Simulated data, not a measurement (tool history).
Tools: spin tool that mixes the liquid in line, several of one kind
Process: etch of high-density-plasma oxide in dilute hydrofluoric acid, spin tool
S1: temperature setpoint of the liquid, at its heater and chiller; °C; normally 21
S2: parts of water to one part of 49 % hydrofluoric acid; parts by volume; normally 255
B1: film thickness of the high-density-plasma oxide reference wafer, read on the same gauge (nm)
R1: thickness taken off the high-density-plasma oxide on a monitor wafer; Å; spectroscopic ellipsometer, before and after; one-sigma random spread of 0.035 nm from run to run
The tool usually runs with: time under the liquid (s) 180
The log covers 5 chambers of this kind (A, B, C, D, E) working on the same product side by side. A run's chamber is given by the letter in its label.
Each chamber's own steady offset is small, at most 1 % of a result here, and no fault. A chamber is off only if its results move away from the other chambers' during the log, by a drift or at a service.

run 1C hour=5.2 | S1=21 S2=255 time_under_the_liquid_(s)=180 | B1=49.999 | R1=33.561
run 2B hour=10.7 | S1=21 S2=255 time_under_the_liquid_(s)=180 | B1=50.012 | R1=33.991
run 3E hour=20.2 | S1=21 S2=255 time_under_the_liquid_(s)=180 | B1=49.969 | R1=33.904
run 4D hour=25.7 | S1=21 S2=255 time_under_the_liquid_(s)=180 | B1=50.005 | R1=34.049
run 5A hour=31.6 | S1=21 S2=255 time_under_the_liquid_(s)=180 | B1=49.983 | R1=33.093
run 6B hour=41.5 | S1=21 S2=255 time_under_the_liquid_(s)=180 | B1=50.004 | R1=33.723
run 7A hour=47 | S1=21 S2=310 time_under_the_liquid_(s)=180 | B1=49.983 | R1=25.97
run 8D hour=55 | S1=21 S2=310 time_under_the_liquid_(s)=180 | B1=49.977 | R1=26.436
-- hour=57 chamber D: thermometer replaced
run 9C hour=63.4 | S1=21 S2=310 time_under_the_liquid_(s)=180 | B1=49.995 | R1=25.991
run 10E hour=71.1 | S1=21 S2=310 time_under_the_liquid_(s)=180 | B1=50.025 | R1=26.403
run 11B hour=77.8 | S1=21 S2=310 time_under_the_liquid_(s)=180 | B1=50.016 | R1=26.637
run 12D hour=87.5 | S1=23 S2=255 time_under_the_liquid_(s)=130 | B1=49.976 | R1=25.778
run 13A hour=95.3 | S1=23 S2=255 time_under_the_liquid_(s)=130 | B1=49.996 | R1=25.877
run 14E hour=103.5 | S1=23 S2=255 time_under_the_liquid_(s)=130 | B1=50.008 | R1=25.558
run 15C hour=113.9 | S1=23 S2=255 time_under_the_liquid_(s)=130 | B1=49.988 | R1=26.084
run 16A hour=121.4 | S1=23 S2=255 time_under_the_liquid_(s)=130 | B1=50.004 | R1=25.654
run 17C hour=127.9 | S1=21 S2=255 time_under_the_liquid_(s)=180 | B1=50.019 | R1=33.014
run 18D hour=135.9 | S1=21 S2=255 time_under_the_liquid_(s)=180 | B1=49.988 | R1=33.94
run 19B hour=143.1 | S1=21 S2=255 time_under_the_liquid_(s)=180 | B1=49.998 | R1=33.722
run 20E hour=151.4 | S1=21 S2=255 time_under_the_liquid_(s)=180 | B1=49.992 | R1=33.936
run 21A hour=156.7 | S1=21 S2=255 time_under_the_liquid_(s)=180 | B1=49.982 | R1=33.451
run 22D hour=165.2 | S1=21 S2=255 time_under_the_liquid_(s)=180 | B1=50.018 | R1=33.69
run 23E hour=174.5 | S1=21 S2=255 time_under_the_liquid_(s)=180 | B1=49.981 | R1=33.805
run 24B hour=181.9 | S1=21 S2=255 time_under_the_liquid_(s)=180 | B1=50.011 | R1=34.067
run 25C hour=191.3 | S1=21 S2=255 time_under_the_liquid_(s)=180 | B1=50.025 | R1=33.624
run 26D hour=196.9 | S1=21 S2=255 time_under_the_liquid_(s)=245 | B1=49.986 | R1=45.714
run 27E hour=203.2 | S1=21 S2=255 time_under_the_liquid_(s)=245 | B1=49.979 | R1=46.075
run 28B hour=213.5 | S1=21 S2=255 time_under_the_liquid_(s)=245 | B1=49.966 | R1=45.382
run 29C hour=219.7 | S1=21 S2=255 time_under_the_liquid_(s)=245 | B1=49.986 | R1=45.623
run 30A hour=225.5 | S1=21 S2=255 time_under_the_liquid_(s)=245 | B1=50.013 | R1=46.685
run 31E hour=232.9 | S1=21 S2=255 time_under_the_liquid_(s)=180 | B1=49.997 | R1=32.964
run 32B hour=243.6 | S1=18.5 S2=255 time_under_the_liquid_(s)=250 | B1=49.969 | R1=43.286
run 33C hour=249.2 | S1=18.5 S2=255 time_under_the_liquid_(s)=250 | B1=50.024 | R1=42.638
run 34D hour=257.8 | S1=18.5 S2=255 time_under_the_liquid_(s)=250 | B1=49.995 | R1=42.526
run 35A hour=265.3 | S1=18.5 S2=255 time_under_the_liquid_(s)=250 | B1=50.024 | R1=42.621
-- hour=267.7 chamber A: thermometer replaced
run 36A hour=273.7 | S1=18.5 S2=255 time_under_the_liquid_(s)=250 | B1=50.011 | R1=43.492
run 37C hour=280.2 | S1=21 S2=255 time_under_the_liquid_(s)=180 | B1=50.01 | R1=33.726
run 38E hour=289.1 | S1=21 S2=255 time_under_the_liquid_(s)=180 | B1=50.033 | R1=33.626
run 39D hour=294.3 | S1=21 S2=255 time_under_the_liquid_(s)=180 | B1=49.975 | R1=34.08
run 40B hour=304.9 | S1=21 S2=255 time_under_the_liquid_(s)=180 | B1=50.03 | R1=33.314

Has any chamber moved away from the others, gradually or after a service, or does the common gauge drift, or do the chambers differ only by their own small steady offsets? State the chamber and the most likely cause if one applies.

Chamber A drifts away from the others.
Most likely cause: hydrofluoric acid flow above the setpoint (%) = 5.17.

Below are 4 candidate recipes for chamber A's next run, each the usual settings with a change, their results shown as question marks. Which of them brings A's results back in line with what the other chambers give on the usual settings?
Allowed miss from the other chambers' usual-settings mean, per result, to count as in line: R1 1.2 Å
run 41A-1 hour=312.7 | S1=21 S2=265 time_under_the_liquid_(s)=170 | R1=?
run 41A-2 hour=312.7 | S1=19.5 S2=255 time_under_the_liquid_(s)=180 | R1=?
run 41A-3 hour=312.7 | S1=21 S2=245 time_under_the_liquid_(s)=190 | R1=?
run 41A-4 hour=312.7 | S1=21 S2=255 time_under_the_liquid_(s)=190 | R1=?

The other chambers' mean on the usual settings: R1 33.574 Å
run=41A-1 R1=31.753
run=41A-2 R1=33.339
run=41A-3 R1=39.152
run=41A-4 R1=37.245
The right change is 41A-2: it brings the chamber back within the allowed miss of the others.

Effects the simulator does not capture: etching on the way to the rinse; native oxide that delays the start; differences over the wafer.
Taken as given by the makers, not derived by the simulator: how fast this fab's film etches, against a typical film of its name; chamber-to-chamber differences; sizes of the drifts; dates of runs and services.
